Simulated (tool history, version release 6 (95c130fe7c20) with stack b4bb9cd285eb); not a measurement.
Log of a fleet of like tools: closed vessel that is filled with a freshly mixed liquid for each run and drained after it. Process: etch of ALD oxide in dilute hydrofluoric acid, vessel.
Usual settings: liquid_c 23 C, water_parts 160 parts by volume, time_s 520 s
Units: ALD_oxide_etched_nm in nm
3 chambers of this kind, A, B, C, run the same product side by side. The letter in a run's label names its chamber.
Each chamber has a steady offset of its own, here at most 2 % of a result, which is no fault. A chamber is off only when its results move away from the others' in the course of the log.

| run | hour | liquid_c | water_parts | time_s | hours since the thermometer was replaced | hours since the hydrofluoric acid flow meter was replaced | read-back film thickness of the ALD oxide reference wafer, read on the same gauge (nm) | ALD_oxide_etched_nm |
|---|---|---|---|---|---|---|---|---|
| 1A | 4 | 23 | 160 | 520 | 372.4 | 1262.2 | 90.009 | 36.535 |
| 2C | 10.9 | 23 | 160 | 520 | 104.4 | 565.6 | 90.014 | 36.774 |
| 3B | 17.9 | 23 | 160 | 520 | 1926.4 | 82.6 | 90.011 | 37.247 |
| 4A | 22.4 | 23 | 160 | 520 | 390.8 | 1280.6 | 89.98 | 36.255 |
| 5C | 29.2 | 23 | 160 | 520 | 122.7 | 583.9 | 90.03 | 36.778 |
| 6B | 36.9 | 28 | 160 | 520 | 1945.4 | 101.6 | 89.974 | 44.669 |
|  | 38.1 | chamber B: thermometer replaced |
| 7B | 44.6 | 28 | 160 | 520 | 6.6 | 109.3 | 90.012 | 44.593 |
| 8A | 50.3 | 28 | 160 | 520 | 418.7 | 1308.5 | 89.983 | 43.574 |
| 9C | 55.9 | 23 | 160 | 520 | 149.4 | 610.6 | 89.986 | 36.489 |
| 10A | 61.1 | 23 | 235 | 520 | 429.5 | 1319.3 | 89.982 | 23.027 |
| 11B | 67.9 | 23 | 235 | 520 | 29.9 | 132.6 | 90.036 | 23.441 |
| 12C | 74.7 | 23 | 235 | 520 | 168.2 | 629.4 | 90.012 | 22.715 |
| 13A | 82.5 | 23 | 160 | 520 | 450.9 | 1340.7 | 90.009 | 36.861 |
| 14C | 88.6 | 23 | 160 | 520 | 182.1 | 643.3 | 90.028 | 36.459 |
| 15B | 96 | 23 | 160 | 520 | 58 | 160.7 | 90.01 | 37.15 |
| 16A | 103.6 | 23 | 160 | 520 | 472 | 1361.8 | 89.999 | 37.229 |
| 17B | 108.2 | 23 | 195 | 635 | 70.2 | 172.9 | 89.952 | 35.693 |
| 18C | 114.4 | 23 | 195 | 635 | 207.9 | 669.1 | 89.991 | 35.168 |
| 19A | 118.9 | 23 | 195 | 635 | 487.3 | 1377.1 | 90.004 | 36.717 |
| 20B | 123.5 | 23 | 160 | 520 | 85.5 | 188.2 | 89.966 | 37.28 |
| 21C | 127.7 | 26 | 160 | 520 | 221.2 | 682.4 | 90 | 40.855 |
| 22B | 134.5 | 26 | 160 | 520 | 96.5 | 199.2 | 89.975 | 41.376 |
| 23C | 142.1 | 26 | 160 | 520 | 235.6 | 696.8 | 89.981 | 41.165 |
| 24A | 148.4 | 23 | 160 | 520 | 516.8 | 1406.6 | 90.023 | 38.192 |
| 25B | 155.9 | 23 | 160 | 520 | 117.9 | 220.6 | 89.977 | 37.148 |
| 26A | 161.2 | 23 | 160 | 520 | 529.6 | 1419.4 | 90.009 | 38.151 |
| 27C | 166.5 | 23 | 160 | 520 | 260 | 721.2 | 89.999 | 36.781 |
| 28C | 171.3 | 23 | 160 | 520 | 264.8 | 726 | 90.043 | 36.42 |
| 29B | 175.5 | 23 | 160 | 520 | 137.5 | 240.2 | 90.019 | 37.908 |
| 30A | 182.6 | 23 | 230 | 520 | 551 | 1440.8 | 89.961 | 25.331 |
| 31B | 190.5 | 23 | 230 | 520 | 152.5 | 255.2 | 89.97 | 23.993 |
| 32A | 195.9 | 23 | 230 | 520 | 564.3 | 1454.1 | 90.015 | 25.145 |
| 33C | 202.3 | 18.5 | 235 | 520 | 295.8 | 757 | 89.977 | 19.453 |

What goes on in this fleet: one chamber off, a drifting gauge, or nothing beyond the chambers' own small offsets? Name the chamber and the cause, if any.

Chamber A drifts away from the others.
Cause: hydrofluoric acid flow above the setpoint (%) = 6.51.
The log may not tell that from: liquid hotter than its thermometer reads (K).

Here are 4 candidates for chamber A's next run, each the usual settings with a change, their results left as question marks. Which one brings its results back in line with what the others give on the usual settings?
In line means no further than this from the other chambers' mean on the usual settings: ALD_oxide_etched_nm 0.91 nm
| 34A-1 | 208 | 23 | 165 | 505 |  |  |  | ? |
| 34A-2 | 208 | 23 | 155 | 535 |  |  |  | ? |
| 34A-3 | 208 | 23 | 160 | 515 |  |  |  | ? |
| 34A-4 | 208 | 23 | 160 | 525 |  |  |  | ? |

The other chambers' mean on the usual settings: ALD_oxide_etched_nm 36.895 nm
| run | ALD_oxide_etched_nm |
|---|---|
| 34A-1 | 36.6 |
| 34A-2 | 41.731 |
| 34A-3 | 38.704 |
| 34A-4 | 39.455 |
34A-1 brings the chamber back in line.

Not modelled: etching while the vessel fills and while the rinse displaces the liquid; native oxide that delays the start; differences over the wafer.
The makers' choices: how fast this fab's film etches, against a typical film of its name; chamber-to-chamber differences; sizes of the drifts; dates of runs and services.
